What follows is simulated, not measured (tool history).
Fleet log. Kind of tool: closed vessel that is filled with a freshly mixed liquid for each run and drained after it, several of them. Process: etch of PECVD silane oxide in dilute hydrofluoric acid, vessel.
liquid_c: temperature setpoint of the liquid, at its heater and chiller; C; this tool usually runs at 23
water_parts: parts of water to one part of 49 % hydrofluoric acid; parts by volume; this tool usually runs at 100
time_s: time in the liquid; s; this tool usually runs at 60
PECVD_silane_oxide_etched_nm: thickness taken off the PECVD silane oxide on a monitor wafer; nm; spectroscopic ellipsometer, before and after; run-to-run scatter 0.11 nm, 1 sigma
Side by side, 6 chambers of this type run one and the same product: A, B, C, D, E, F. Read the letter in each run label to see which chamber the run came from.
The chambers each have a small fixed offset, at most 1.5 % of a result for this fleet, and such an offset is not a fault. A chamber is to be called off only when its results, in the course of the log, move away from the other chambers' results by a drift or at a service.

run,hour,liquid_c,water_parts,time_s,hours since the thermometer was replaced,hours since the hydrofluoric acid flow meter was replaced,"read-back film thickness of the PECVD silane oxide reference wafer, read on the same gauge (nm)",PECVD_silane_oxide_etched_nm
1C,5.9,23,100,60,815.4,307.5,100,28.865
# hour 7.5: chamber D: thermometer replaced
2F,12.8,23,100,60,1326.4,508.3,100.03,28.515
3B,16.9,23,100,60,1551.5,355,100,28.786
4E,24.5,23,100,60,1402.8,95.4,100.02,28.631
5A,28.9,23,100,60,1716.5,156.6,99.981,28.844
6D,33.3,23,55,45,25.8,659.4,99.96,40.8
7E,40.5,23,55,45,1418.8,111.4,99.976,40.906
8A,48.6,23,55,45,1736.2,176.3,100.02,41.463
9B,56.7,23,55,45,1591.3,394.8,99.97,40.624
10C,63.3,23,55,45,872.8,364.9,99.991,41.388
11D,67.5,23,55,45,60,693.6,99.961,40.406
12F,71.6,23,100,60,1385.2,567.1,99.956,28.67
13D,79.2,23,100,60,71.7,705.3,100,28.359
14B,83.5,23,100,60,1618.1,421.6,100.03,28.464
15F,88.1,23,100,60,1401.7,583.6,100,28.606
16A,94.5,26,130,60,1782.1,222.2,100.02,24.183
17C,101.9,26,130,60,911.4,403.5,100.01,24.197
18E,107.7,26,130,60,1486,178.6,99.957,23.777
19E,113.4,26,130,60,1491.7,184.3,99.972,23.88
20D,118.7,26,130,60,111.2,744.8,100.02,23.578
21C,123.8,26,130,60,933.3,425.4,99.956,24.189
22F,129.4,23,120,60,1443,624.9,100.01,23.277
23B,136.6,23,120,60,1671.2,474.7,99.979,23.044
24A,142.5,23,120,60,1830.1,270.2,99.993,23.418
25B,148.6,23,120,60,1683.2,486.7,100.04,22.883
26E,154.5,23,120,60,1532.8,225.4,99.971,22.976
27A,160.2,23,120,60,1847.8,287.9,99.994,23.497
28D,165.3,23,100,60,157.8,791.4,100.03,28.494
29C,173,23,100,60,982.5,474.6,99.987,28.747
30F,181,23,100,60,1494.6,676.5,99.979,28.817
31A,186.4,23,100,60,1874,314.1,99.999,28.9
# hour 186.7: chamber A: thermometer replaced
32F,192.4,23,100,60,1506,687.9,100.02,28.604
# hour 196.2: chamber C: hydrofluoric acid flow meter replaced
33D,197.4,23,100,60,189.9,823.5,99.977,28.32
34E,204.4,23,100,60,1582.7,275.3,100.02,28.423
35C,211.9,23,100,60,1021.4,15.8,100.02,28.855
36B,215.6,23,100,60,1750.2,553.7,99.973,27.604
37B,219.4,23,100,60,1754,557.5,100.02,27.848
38F,224.7,23,100,60,1538.3,720.2,99.976,28.715
39D,230.9,23,100,60,223.4,857,99.999,28.429
40C,238.6,23,100,60,1048.1,42.5,99.996,28.727
# hour 239.6: chamber A: hydrofluoric acid flow meter replaced
41E,246.2,23,100,60,1624.5,317.1,99.98,28.468
42A,250.6,26,100,60,64,11.1,100.04,32.662
43E,256.8,26,100,60,1635.1,327.7,99.997,32.037

Is one chamber out of step, is the gauge drifting, or do the chambers differ by no more than their own small offsets? For an off chamber, give its letter and the likeliest cause.

It is chamber B that slowly wanders off from its peers.
Cause: hydrofluoric acid flow below the setpoint (%) = 4.52.
The log may not tell that from: liquid colder than its thermometer reads (K).

Which of the 4 candidates below, each the usual settings with something changed and its results left as question marks, puts chamber B back in line with what the other chambers give on the usual settings?
In line here means within this much of the mean the other chambers give on the usual settings: PECVD_silane_oxide_etched_nm 0.39 nm
44B-1,262.6,22,100,60,,,,?
44B-2,262.6,24,100,60,,,,?
44B-3,262.6,23.5,100,60,,,,?
44B-4,262.6,22.5,100,60,,,,?

Usual-settings mean across the other chambers: PECVD_silane_oxide_etched_nm 28.641 nm
run,PECVD_silane_oxide_etched_nm
44B-1,26.29
44B-2,28.448
44B-3,27.901
44B-4,26.812
The answer is 44B-2, which returns the chamber to within the allowed miss of the others.
